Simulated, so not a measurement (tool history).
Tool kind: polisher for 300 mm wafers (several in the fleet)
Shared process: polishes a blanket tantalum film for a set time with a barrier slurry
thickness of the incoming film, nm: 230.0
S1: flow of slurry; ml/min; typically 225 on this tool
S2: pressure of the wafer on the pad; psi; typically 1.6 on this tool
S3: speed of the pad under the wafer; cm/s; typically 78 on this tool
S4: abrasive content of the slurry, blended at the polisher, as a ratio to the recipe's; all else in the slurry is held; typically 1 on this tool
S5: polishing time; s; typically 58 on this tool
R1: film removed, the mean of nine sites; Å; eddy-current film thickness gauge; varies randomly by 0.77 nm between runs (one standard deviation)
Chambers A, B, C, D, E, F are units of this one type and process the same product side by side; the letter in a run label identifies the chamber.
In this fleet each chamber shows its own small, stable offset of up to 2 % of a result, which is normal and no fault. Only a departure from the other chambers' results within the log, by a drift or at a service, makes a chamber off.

At hour 9.6: chamber C: worn pad replaced by a new one.
Run 1C, hour 13.6: usual settings. Result: R1 730.16 Å.
At hour 20.5: chamber E: worn pad replaced by a new one.
Run 2E, hour 20.7: usual settings. Result: R1 722.88 Å.
At hour 28.0: chamber E: slurry blender recalibrated.
Run 3F, hour 31.1: usual settings. Result: R1 711.22 Å.
At hour 34.1: chamber F: slurry blender recalibrated.
At hour 36.1: chamber B: slurry nozzle cleaned.
At hour 39.3: chamber F: worn pad replaced by a new one.
Run 4A, hour 39.7: usual settings. Result: R1 721.69 Å.
Run 5D, hour 46.5: usual settings. Result: R1 716.52 Å.
At hour 47.4: chamber F: slurry nozzle cleaned.
At hour 50.0: chamber A: slurry blender recalibrated.
At hour 51.3: chamber E: slurry nozzle cleaned.
Run 6B, hour 54.7: usual settings. Result: R1 720.99 Å.
At hour 55.3: chamber A: worn pad replaced by a new one.
At hour 57.6: chamber D: worn pad replaced by a new one.
Run 7F, hour 62.9: usual settings. Result: R1 719.75 Å.
Run 8A, hour 75.4: usual settings. Result: R1 718.46 Å.
At hour 79.8: chamber C: worn pad replaced by a new one.
At hour 80.5: chamber A: slurry nozzle cleaned.
At hour 84.3: chamber C: slurry blender recalibrated.
Run 9C, hour 85.7: usual settings. Result: R1 728.93 Å.
At hour 90.3: chamber B: worn pad replaced by a new one.
At hour 92.1: chamber F: head pressure recalibrated.
Run 10E, hour 99.1: usual settings. Result: R1 724.47 Å.
Run 11B, hour 110.4: usual settings. Result: R1 728.01 Å.
Run 12D, hour 118.3: usual settings. Result: R1 711.89 Å.
Run 13E, hour 126.0: usual settings. Result: R1 729.18 Å.
At hour 127.4: chamber F: worn pad replaced by a new one.
At hour 128.8: chamber A: worn pad replaced by a new one.
Run 14C, hour 134.3: usual settings. Result: R1 725.96 Å.
At hour 139.4: chamber E: worn pad replaced by a new one.
Run 15B, hour 146.6: usual settings. Result: R1 716.05 Å.
At hour 152.0: chamber C: worn pad replaced by a new one.
Run 16A, hour 152.9: usual settings. Result: R1 728.24 Å.
Run 17D, hour 165.3: usual settings. Result: R1 701.09 Å.
At hour 167.3: chamber F: slurry blender recalibrated.
Run 18F, hour 171.4: usual settings. Result: R1 702.12 Å.
Run 19E, hour 182.0: usual settings. Result: R1 725.52 Å.
At hour 183.6: chamber D: worn pad replaced by a new one.
Run 20B, hour 195.4: usual settings but S2 1.2 psi. Result: R1 530.58 Å.
At hour 202.1: chamber B: worn pad replaced by a new one.
Run 21D, hour 205.3: usual settings but S2 1.2 psi. Result: R1 519.92 Å.
At hour 207.4: chamber F: worn pad replaced by a new one.
At hour 209.8: chamber A: worn pad replaced by a new one.
Run 22A, hour 218.4: usual settings but S2 1.2 psi. Result: R1 532.14 Å.
At hour 228.0: chamber B: slurry blender recalibrated.
Run 23F, hour 228.4: usual settings but S2 1.2 psi. Result: R1 533.86 Å.
At hour 229.0: chamber C: worn pad replaced by a new one.
Run 24C, hour 237.0: usual settings but S2 1.2 psi. Result: R1 546.30 Å.
At hour 239.4: chamber E: worn pad replaced by a new one.
At hour 248.6: chamber F: slurry nozzle cleaned.
Run 25B, hour 249.0: usual settings but S2 1.2 psi. Result: R1 537.74 Å.
Run 26D, hour 257.7: usual settings. Result: R1 682.42 Å.
Run 27A, hour 270.9: usual settings. Result: R1 711.31 Å.
At hour 274.4: chamber F: worn pad replaced by a new one.
Run 28E, hour 279.7: usual settings but S1 160 ml/min, S5 65 s. Result: R1 773.62 Å.
At hour 284.7: chamber E: slurry blender recalibrated.
Run 29C, hour 293.3: usual settings but S1 160 ml/min, S5 65 s. Result: R1 785.39 Å.
At hour 296.7: chamber A: worn pad replaced by a new one.
At hour 302.6: chamber A: slurry blender recalibrated.
Run 30F, hour 307.1: usual settings but S1 160 ml/min, S5 65 s. Result: R1 749.16 Å.
At hour 307.8: chamber D: worn pad replaced by a new one.
At hour 309.2: chamber C: worn pad replaced by a new one.
At hour 314.2: chamber F: slurry blender recalibrated.
Run 31F, hour 319.2: usual settings but S1 160 ml/min, S5 65 s. Result: R1 767.92 Å.
At hour 329.6: chamber B: worn pad replaced by a new one.
Run 32A, hour 332.9: usual settings but S1 160 ml/min, S5 65 s. Result: R1 765.31 Å.
Run 33B, hour 339.4: usual settings but S1 160 ml/min, S5 65 s. Result: R1 767.41 Å.
At hour 341.3: chamber C: slurry nozzle cleaned.
At hour 349.3: chamber A: slurry nozzle cleaned.
At hour 351.2: chamber D: slurry nozzle cleaned.
Run 34D, hour 352.6: usual settings. Result: R1 652.13 Å.
At hour 357.0: chamber E: worn pad replaced by a new one.
Run 35C, hour 366.3: usual settings. Result: R1 747.67 Å.
At hour 367.2: chamber A: worn pad replaced by a new one.
At hour 371.4: chamber E: head pressure recalibrated.
Run 36E, hour 375.2: usual settings. Result: R1 741.36 Å.
Run 37A, hour 384.5: usual settings. Result: R1 721.90 Å.

Is one chamber out of step, is the gauge drifting, or do the chambers differ by no more than their own small offsets? For an off chamber, give its letter and the likeliest cause.

It is chamber D that slowly wanders off from its peers.
Most likely cause: abrasive missing from the slurry, % = 25.7.
The log may not separate it from: head's pressure below its setpoint, %.

Chamber D could run next with any of the 4 candidate recipes listed below; each alters the usual settings, and their results appear as question marks. Which one brings its results back in line with what the other chambers deliver on the usual settings?
In line here means within this much of the mean the other chambers give on the usual settings: R1 27.00 Å
Run 38D-1, hour 394.4: usual settings but S2 1.5 psi, S5 56 s. Result: R1 ?.
Run 38D-2, hour 394.4: usual settings but S2 1.7 psi, S3 82 cm/s, S5 61 s. Result: R1 ?.
Run 38D-3, hour 394.4: usual settings but S4 0.65. Result: R1 ?.
Run 38D-4, hour 394.4: usual settings but S2 1.7 psi, S3 80 cm/s. Result: R1 ?.

Other chambers, usual settings, mean: R1 721.21 Å
  run      R1
38D-1  592.22
38D-2  769.49
38D-3  551.99
38D-4  714.06
38D-4 is the one that brings the chamber's results back in line with the other chambers.

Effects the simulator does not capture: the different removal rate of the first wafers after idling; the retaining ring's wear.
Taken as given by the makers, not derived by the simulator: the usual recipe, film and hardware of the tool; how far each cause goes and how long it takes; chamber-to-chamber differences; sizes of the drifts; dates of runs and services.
